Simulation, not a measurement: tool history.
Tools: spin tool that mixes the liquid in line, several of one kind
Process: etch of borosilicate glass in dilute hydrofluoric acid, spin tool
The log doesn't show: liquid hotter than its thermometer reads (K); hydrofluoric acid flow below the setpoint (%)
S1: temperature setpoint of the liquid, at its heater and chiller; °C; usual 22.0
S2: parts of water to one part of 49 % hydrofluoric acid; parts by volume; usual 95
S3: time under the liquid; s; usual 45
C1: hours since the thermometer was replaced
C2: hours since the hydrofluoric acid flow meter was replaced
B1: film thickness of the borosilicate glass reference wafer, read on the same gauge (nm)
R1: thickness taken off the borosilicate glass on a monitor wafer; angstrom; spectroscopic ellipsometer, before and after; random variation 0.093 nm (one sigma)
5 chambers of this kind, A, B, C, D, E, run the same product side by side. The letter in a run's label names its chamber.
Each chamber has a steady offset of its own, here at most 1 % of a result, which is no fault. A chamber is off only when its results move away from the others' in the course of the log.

run	hour	S1	S2	S3	C1	C2	B1	R1
1D	10.0	22.0	95	45	976.0	34.7	70.009	121.950
2A	20.9	22.0	95	45	1009.2	513.8	69.955	122.850
3C	30.0	22.0	95	45	1809.1	1143.1	70.061	121.430
4B	41.9	22.0	95	45	1329.5	318.0	69.963	122.150
5E	51.6	25.0	95	45	966.8	705.1	70.046	140.100
6E	61.5	25.0	95	45	976.7	715.0	69.987	138.410
7C	69.3	25.0	95	45	1848.4	1182.4	69.976	138.090
8B	77.4	25.0	95	45	1365.0	353.5	70.023	141.670
9A	84.6	25.0	95	45	1072.9	577.5	70.012	138.320
10D	96.2	22.0	95	45	1062.2	120.9	70.025	122.810
11B	103.6	22.0	95	25	1391.2	379.7	70.012	69.000
12D	110.5	22.0	95	25	1076.5	135.2	69.926	68.371
13E	120.4	22.0	95	25	1035.6	773.9	69.950	70.123
14C	129.3	22.0	95	25	1908.4	1242.4	70.032	67.753
15A	142.4	22.0	95	25	1130.7	635.3	69.968	68.615
16E	149.1	22.0	95	45	1064.3	802.6	69.994	127.160
17C	159.0	22.0	95	45	1938.1	1272.1	69.966	122.610
18A	171.6	22.0	95	45	1159.9	664.5	69.998	123.900
19B	177.9	22.0	95	45	1465.5	454.0	70.006	122.750
20D	185.4	22.0	95	45	1151.4	210.1	70.004	121.030
21D	198.1	22.0	95	45	1164.1	222.8	69.995	122.410
22C	208.2	22.0	95	45	1987.3	1321.3	70.001	122.540
23E	219.9	22.0	95	45	1135.1	873.4	69.992	129.630
24B	229.6	22.0	95	45	1517.2	505.7	69.996	124.360
25A	240.3	22.0	95	45	1228.6	733.2	69.999	123.230
26D	249.9	22.0	95	45	1215.9	274.6	70.001	122.510
27A	258.4	22.0	95	45	1246.7	751.3	70.031	123.060
28B	264.6	22.0	95	45	1552.2	540.7	69.945	123.930
29E	276.1	22.0	95	45	1191.3	929.6	69.983	132.600
30C	286.3	22.0	95	45	2065.4	1399.4	70.000	123.080
31B	294.9	22.0	95	45	1582.5	571.0	70.024	122.050
32D	304.1	22.0	95	45	1270.1	328.8	70.001	122.760
33C	313.7	18.5	95	30	2092.8	1426.8	69.989	70.820

Next, every chamber runs the same settings. What will each give?
34A	323.3	17.5	95	45				?
34B	323.3	17.5	95	45				?
34C	323.3	17.5	95	45				?
34D	323.3	17.5	95	45				?
34E	323.3	17.5	95	45				?

run	R1
34A	101.360
34B	101.080
34C	101.540
34D	102.020
34E	111.150
